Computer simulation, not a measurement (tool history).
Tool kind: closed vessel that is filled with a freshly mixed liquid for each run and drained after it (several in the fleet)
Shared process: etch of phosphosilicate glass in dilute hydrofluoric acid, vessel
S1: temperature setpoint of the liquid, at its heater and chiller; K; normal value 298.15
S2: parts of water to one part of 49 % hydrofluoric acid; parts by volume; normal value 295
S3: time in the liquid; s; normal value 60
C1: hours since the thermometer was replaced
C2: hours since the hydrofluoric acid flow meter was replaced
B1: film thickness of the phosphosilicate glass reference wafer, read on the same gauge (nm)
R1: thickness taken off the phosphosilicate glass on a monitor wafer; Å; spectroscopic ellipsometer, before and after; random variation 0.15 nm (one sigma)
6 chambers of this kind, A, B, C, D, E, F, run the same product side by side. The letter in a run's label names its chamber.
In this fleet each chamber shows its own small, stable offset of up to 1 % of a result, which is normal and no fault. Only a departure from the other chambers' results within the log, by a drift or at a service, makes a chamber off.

run   hour      S1   S2  S3     C1      C2      B1      R1
 1C    3.7  298.15  295  60  448.5  1207.8  49.993  157.73
 2D    6.7  298.15  295  60   19.1   948.5  50.019  160.34
 3E   10.2  298.15  295  60  336.2   108.6  50.010  157.65
 4F   13.5  298.15  295  60  854.1   117.7  50.007  155.45
      13.6  -- chamber B: hydrofluoric acid flow meter replaced
 5B   17.7  296.65  365  60  494.3     4.1  50.032  113.33
 6A   21.6  296.65  365  60  119.4  1210.6  50.030  115.64
 7A   23.9  296.65  365  60  121.7  1212.9  49.992  115.70
 8B   26.6  296.65  365  60  503.2    13.0  49.991  112.76
 9C   30.5  296.65  365  60  475.3  1234.6  50.027  112.77
10D   33.8  296.65  365  60   46.2   975.6  49.987  114.28
11E   36.0  298.15  295  60  362.0   134.4  50.004  159.27
12F   40.4  298.15  295  60  881.0   144.6  49.991  157.28
13C   43.7  298.15  295  60  488.5  1247.8  49.989  159.39
14A   46.3  298.15  295  60  144.1  1235.3  50.018  158.66
15E   48.5  298.15  295  60  374.5   146.9  50.021  155.58
16B   52.9  298.15  295  60  529.5    39.3  49.988  159.03
17D   56.0  298.15  190  80   68.4   997.8  50.003  355.94
18F   60.6  298.15  190  80  901.2   164.8  49.959  363.63
19F   63.0  298.15  190  80  903.6   167.2  50.020  359.83
20B   67.6  298.15  190  80  544.2    54.0  49.967  363.80
21E   71.2  298.15  190  80  397.2   169.6  50.039  367.95
22C   74.2  298.15  190  80  519.0  1278.3  49.995  365.66
23D   78.2  298.15  295  60   90.6  1020.0  49.970  160.03
24A   82.8  298.15  295  60  180.6  1271.8  49.998  156.28
25A   87.3  298.15  295  60  185.1  1276.3  49.996  159.06
26B   90.2  296.15  375  60  566.8    76.6  50.022  108.66
27E   92.4  296.15  375  60  418.4   190.8  49.991  109.74
28D   94.8  296.15  375  60  107.2  1036.6  49.992  109.24
29C   99.6  296.15  375  60  544.4  1303.7  50.010  109.59
30F  102.1  296.15  375  60  942.7   206.3  50.011  107.48
31B  106.7  296.15  375  60  583.3    93.1  50.007  107.15
32F  111.9  298.15  295  60  952.5   216.1  50.001  158.19
33D  114.9  298.15  295  60  127.3  1056.7  50.002  156.47
34A  119.0  300.15  295  90  216.8  1308.0  50.008  255.72
35C  124.0  300.15  295  90  568.8  1328.1  50.014  255.20
36E  128.1  300.15  295  90  454.1   226.5  49.988  258.15
37C  133.2  300.15  295  90  578.0  1337.3  50.001  252.62
38F  136.8  300.15  295  90  977.4   241.0  50.016  254.84
39E  141.7  300.15  295  90  467.7   240.1  49.985  255.84
40A  144.5  298.15  295  60  242.3  1333.5  49.985  160.89
41B  149.7  298.15  295  60  626.3   136.1  50.010  159.79
42D  154.8  298.15  295  60  167.2  1096.6  50.006  157.89
43F  157.6  298.15  295  60  998.2   261.8  50.022  159.12
44E  162.6  298.15  295  60  488.6   261.0  50.018  158.19

For the next run the whole fleet of 6 chambers uses the same settings. Give each chamber's results:
45A  166.4  298.15  230  60               ?
45B  166.4  298.15  230  60               ?
45C  166.4  298.15  230  60               ?
45D  166.4  298.15  230  60               ?
45E  166.4  298.15  230  60               ?
45F  166.4  298.15  230  60               ?

run      R1
45A  219.14
45B  214.15
45C  218.67
45D  212.73
45E  217.07
45F  212.41
